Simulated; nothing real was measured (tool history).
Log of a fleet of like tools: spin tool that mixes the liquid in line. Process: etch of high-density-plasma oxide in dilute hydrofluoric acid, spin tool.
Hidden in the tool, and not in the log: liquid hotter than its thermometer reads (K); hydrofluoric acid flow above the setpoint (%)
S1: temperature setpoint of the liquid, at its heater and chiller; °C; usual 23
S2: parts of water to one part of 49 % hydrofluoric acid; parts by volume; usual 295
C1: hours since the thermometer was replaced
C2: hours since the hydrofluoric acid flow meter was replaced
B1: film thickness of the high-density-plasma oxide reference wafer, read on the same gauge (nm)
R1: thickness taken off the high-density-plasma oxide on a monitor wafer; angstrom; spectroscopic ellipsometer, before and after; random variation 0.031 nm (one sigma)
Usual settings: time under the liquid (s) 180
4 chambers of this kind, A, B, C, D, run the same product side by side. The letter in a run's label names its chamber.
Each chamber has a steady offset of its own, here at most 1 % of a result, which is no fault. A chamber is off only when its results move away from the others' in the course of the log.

At hour 7.7: chamber A: hydrofluoric acid flow meter replaced.
Run 1A, hour 10.8: usual settings; C1 925.3; C2 3.1; B1 80.029. Result: R1 28.165 angstrom.
Run 2B, hour 19.4: usual settings; C1 29.1; C2 726.4; B1 79.978. Result: R1 28.808 angstrom.
Run 3D, hour 25.5: usual settings; C1 1120.0; C2 1238.2; B1 80.026. Result: R1 28.873 angstrom.
Run 4C, hour 33.2: usual settings; C1 1304.6; C2 667.4; B1 80.034. Result: R1 28.489 angstrom.
Run 5A, hour 41.2: usual settings; C1 955.7; C2 33.5; B1 80.000. Result: R1 28.642 angstrom.
Run 6B, hour 51.9: usual settings; C1 61.6; C2 758.9; B1 79.995. Result: R1 28.568 angstrom.
At hour 58.8: chamber C: hydrofluoric acid flow meter replaced.
Run 7C, hour 61.1: usual settings; C1 1332.5; C2 2.3; B1 79.993. Result: R1 28.703 angstrom.
Run 8D, hour 68.6: usual settings but S1 20 °C, S2 180 parts by volume; C1 1163.1; C2 1281.3; B1 80.021. Result: R1 47.399 angstrom.
Run 9C, hour 78.0: usual settings but S1 20 °C, S2 180 parts by volume; C1 1349.4; C2 19.2; B1 80.020. Result: R1 47.025 angstrom.
Run 10D, hour 89.2: usual settings but S1 20 °C, S2 180 parts by volume; C1 1183.7; C2 1301.9; B1 79.947. Result: R1 47.899 angstrom.
Run 11A, hour 101.8: usual settings but S1 20 °C, S2 180 parts by volume; C1 1016.3; C2 94.1; B1 79.966. Result: R1 46.697 angstrom.
Run 12B, hour 108.4: usual settings but time under the liquid (s) 225; C1 118.1; C2 815.4; B1 79.963. Result: R1 36.117 angstrom.
Run 13C, hour 115.1: usual settings but time under the liquid (s) 225; C1 1386.5; C2 56.3; B1 79.992. Result: R1 36.438 angstrom.
Run 14A, hour 121.4: usual settings but time under the liquid (s) 225; C1 1035.9; C2 113.7; B1 79.916. Result: R1 35.629 angstrom.
Run 15B, hour 129.2: usual settings but time under the liquid (s) 225; C1 138.9; C2 836.2; B1 80.022. Result: R1 36.134 angstrom.
At hour 134.0: chamber D: thermometer replaced.
Run 16D, hour 137.4: usual settings; C1 3.5; C2 1350.1; B1 80.010. Result: R1 30.033 angstrom.
Run 17B, hour 147.4: usual settings; C1 157.1; C2 854.4; B1 80.024. Result: R1 29.013 angstrom.
Run 18A, hour 159.0: usual settings; C1 1073.5; C2 151.3; B1 80.016. Result: R1 29.009 angstrom.
Run 19D, hour 169.7: usual settings; C1 35.8; C2 1382.4; B1 79.993. Result: R1 29.952 angstrom.
Run 20C, hour 176.5: usual settings but S1 19 °C, time under the liquid (s) 240; C1 1447.9; C2 117.7; B1 79.965. Result: R1 32.757 angstrom.
Run 21A, hour 186.9: usual settings but S1 19 °C, time under the liquid (s) 240; C1 1101.4; C2 179.2; B1 80.020. Result: R1 32.733 angstrom.
Run 22C, hour 199.5: usual settings but S1 19 °C, time under the liquid (s) 240; C1 1470.9; C2 140.7; B1 79.982. Result: R1 32.776 angstrom.
Run 23D, hour 212.3: usual settings but S1 19 °C, time under the liquid (s) 240; C1 78.4; C2 1425.0; B1 80.051. Result: R1 36.552 angstrom.
Run 24B, hour 225.4: usual settings; C1 235.1; C2 932.4; B1 79.962. Result: R1 29.094 angstrom.
Run 25A, hour 231.3: usual settings; C1 1145.8; C2 223.6; B1 80.038. Result: R1 28.916 angstrom.
Run 26D, hour 239.9: usual settings; C1 106.0; C2 1452.6; B1 79.994. Result: R1 31.087 angstrom.

What goes on in this fleet: one chamber off, a drifting gauge, or nothing beyond the chambers' own small offsets? Name the chamber and the cause, if any.

Chamber D drifts away from the others.
Cause: hydrofluoric acid flow above the setpoint (%) = 7.41.

Here are 4 candidates for chamber D's next run, each the usual settings with a change, their results left as question marks. Which one brings its results back in line with what the others give on the usual settings?
In line means no further than this from the other chambers' mean on the usual settings: R1 1.100 angstrom
Run 27D-1, hour 249.6: usual settings but S1 20.5 °C. Result: R1 ?.
Run 27D-2, hour 249.6: usual settings but S2 275 parts by volume. Result: R1 ?.
Run 27D-3, hour 249.6: usual settings but S1 23.5 °C, S2 260 parts by volume. Result: R1 ?.
Run 27D-4, hour 249.6: usual settings but S2 315 parts by volume, time under the liquid (s) 165. Result: R1 ?.

The other chambers' mean on the usual settings: R1 28.778 angstrom
  run      R1
27D-1  28.843
27D-2  34.491
27D-3  37.636
27D-4  26.671
27D-1 brings the chamber back in line.
